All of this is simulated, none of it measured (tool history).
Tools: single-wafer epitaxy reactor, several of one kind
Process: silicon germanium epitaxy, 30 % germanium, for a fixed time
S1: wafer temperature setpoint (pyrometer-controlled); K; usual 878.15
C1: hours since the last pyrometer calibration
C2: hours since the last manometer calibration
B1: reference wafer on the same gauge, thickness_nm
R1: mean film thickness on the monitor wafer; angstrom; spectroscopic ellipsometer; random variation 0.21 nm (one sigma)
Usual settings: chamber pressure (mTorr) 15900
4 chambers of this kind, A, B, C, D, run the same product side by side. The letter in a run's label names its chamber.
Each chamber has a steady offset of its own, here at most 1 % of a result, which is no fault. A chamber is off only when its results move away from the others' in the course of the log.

Run 1B, hour 3.7: usual settings; C1 980.0; C2 570.0; B1 58.193. Result: R1 593.15 angstrom.
Run 2C, hour 9.0: usual settings; C1 697.5; C2 694.9; B1 58.234. Result: R1 587.42 angstrom.
Run 3A, hour 12.9: usual settings; C1 624.7; C2 755.2; B1 58.136. Result: R1 585.26 angstrom.
Run 4D, hour 18.1: usual settings; C1 378.7; C2 473.2; B1 58.192. Result: R1 591.35 angstrom.
Run 5C, hour 22.5: usual settings; C1 711.0; C2 708.4; B1 58.221. Result: R1 593.93 angstrom.
Run 6A, hour 27.5: usual settings; C1 639.3; C2 769.8; B1 58.160. Result: R1 585.13 angstrom.
Run 7B, hour 31.9: usual settings; C1 1008.2; C2 598.2; B1 58.173. Result: R1 589.97 angstrom.
Run 8D, hour 35.8: usual settings; C1 396.4; C2 490.9; B1 58.166. Result: R1 594.56 angstrom.
Run 9D, hour 40.1: usual settings; C1 400.7; C2 495.2; B1 58.227. Result: R1 592.27 angstrom.
Run 10B, hour 43.5: usual settings; C1 1019.8; C2 609.8; B1 58.233. Result: R1 588.94 angstrom.
Run 11C, hour 46.0: usual settings; C1 734.5; C2 731.9; B1 58.227. Result: R1 588.13 angstrom.
Run 12A, hour 51.0: usual settings; C1 662.8; C2 793.3; B1 58.186. Result: R1 586.89 angstrom.
Run 13A, hour 53.3: usual settings but S1 889.15 K; C1 665.1; C2 795.6; B1 58.209. Result: R1 711.00 angstrom.
Run 14D, hour 57.2: usual settings but S1 889.15 K; C1 417.8; C2 512.3; B1 58.182. Result: R1 722.46 angstrom.
Run 15C, hour 62.0: usual settings but S1 889.15 K; C1 750.5; C2 747.9; B1 58.178. Result: R1 719.92 angstrom.
Run 16B, hour 65.4: usual settings but S1 889.15 K; C1 1041.7; C2 631.7; B1 58.201. Result: R1 715.83 angstrom.
Run 17C, hour 68.7: usual settings; C1 757.2; C2 754.6; B1 58.178. Result: R1 586.53 angstrom.
Run 18B, hour 72.1: usual settings but chamber pressure (mTorr) 19300; C1 1048.4; C2 638.4; B1 58.204. Result: R1 637.00 angstrom.
Run 19D, hour 75.7: usual settings but chamber pressure (mTorr) 19300; C1 436.3; C2 530.8; B1 58.191. Result: R1 637.34 angstrom.
Run 20A, hour 79.3: usual settings but chamber pressure (mTorr) 19300; C1 691.1; C2 821.6; B1 58.203. Result: R1 633.80 angstrom.
Run 21D, hour 84.3: usual settings but chamber pressure (mTorr) 19300; C1 444.9; C2 539.4; B1 58.207. Result: R1 639.18 angstrom.
Run 22B, hour 87.5: usual settings; C1 1063.8; C2 653.8; B1 58.229. Result: R1 588.59 angstrom.
Run 23A, hour 92.7: usual settings but S1 865.15 K, chamber pressure (mTorr) 18900; C1 704.5; C2 835.0; B1 58.156. Result: R1 496.38 angstrom.
At hour 93.2: chamber B: pyrometer calibrated.
Run 24C, hour 96.3: usual settings but S1 865.15 K, chamber pressure (mTorr) 18900; C1 784.8; C2 782.2; B1 58.217. Result: R1 497.78 angstrom.
Run 25C, hour 101.1: usual settings but S1 865.15 K, chamber pressure (mTorr) 18900; C1 789.6; C2 787.0; B1 58.202. Result: R1 495.63 angstrom.
Run 26A, hour 106.0: usual settings but S1 865.15 K, chamber pressure (mTorr) 18900; C1 717.8; C2 848.3; B1 58.193. Result: R1 495.84 angstrom.
Run 27D, hour 110.0: usual settings; C1 470.6; C2 565.1; B1 58.231. Result: R1 590.29 angstrom.
Run 28B, hour 112.8: usual settings; C1 19.7; C2 679.1; B1 58.232. Result: R1 604.70 angstrom.
Run 29A, hour 117.1: usual settings; C1 728.9; C2 859.4; B1 58.198. Result: R1 588.02 angstrom.
Run 30C, hour 120.1: usual settings; C1 808.6; C2 806.0; B1 58.193. Result: R1 592.91 angstrom.
Run 31B, hour 124.1: usual settings; C1 31.0; C2 690.4; B1 58.176. Result: R1 607.04 angstrom.
Run 32D, hour 127.0: usual settings; C1 487.6; C2 582.1; B1 58.242. Result: R1 587.29 angstrom.
Run 33C, hour 130.0: usual settings but chamber pressure (mTorr) 12000; C1 818.5; C2 815.9; B1 58.171. Result: R1 527.59 angstrom.
Run 34D, hour 132.8: usual settings but chamber pressure (mTorr) 12000; C1 493.4; C2 587.9; B1 58.176. Result: R1 529.67 angstrom.
Run 35A, hour 137.5: usual settings but chamber pressure (mTorr) 12000; C1 749.3; C2 879.8; B1 58.149. Result: R1 522.26 angstrom.
Run 36B, hour 142.2: usual settings but chamber pressure (mTorr) 12000; C1 49.1; C2 708.5; B1 58.214. Result: R1 544.29 angstrom.
Run 37D, hour 147.5: usual settings; C1 508.1; C2 602.6; B1 58.176. Result: R1 588.11 angstrom.
Run 38A, hour 150.3: usual settings but S1 889.15 K, chamber pressure (mTorr) 17400; C1 762.1; C2 892.6; B1 58.224. Result: R1 734.22 angstrom.
Run 39B, hour 153.5: usual settings but S1 889.15 K, chamber pressure (mTorr) 17400; C1 60.4; C2 719.8; B1 58.198. Result: R1 767.35 angstrom.

All 4 chambers run these settings next. Forecast each chamber's results:
Run 40A, hour 157.4: usual settings. Result: R1 ?.
Run 40B, hour 157.4: usual settings. Result: R1 ?.
Run 40C, hour 157.4: usual settings. Result: R1 ?.
Run 40D, hour 157.4: usual settings. Result: R1 ?.

run      R1
40A  586.93
40B  609.16
40C  590.82
40D  592.23

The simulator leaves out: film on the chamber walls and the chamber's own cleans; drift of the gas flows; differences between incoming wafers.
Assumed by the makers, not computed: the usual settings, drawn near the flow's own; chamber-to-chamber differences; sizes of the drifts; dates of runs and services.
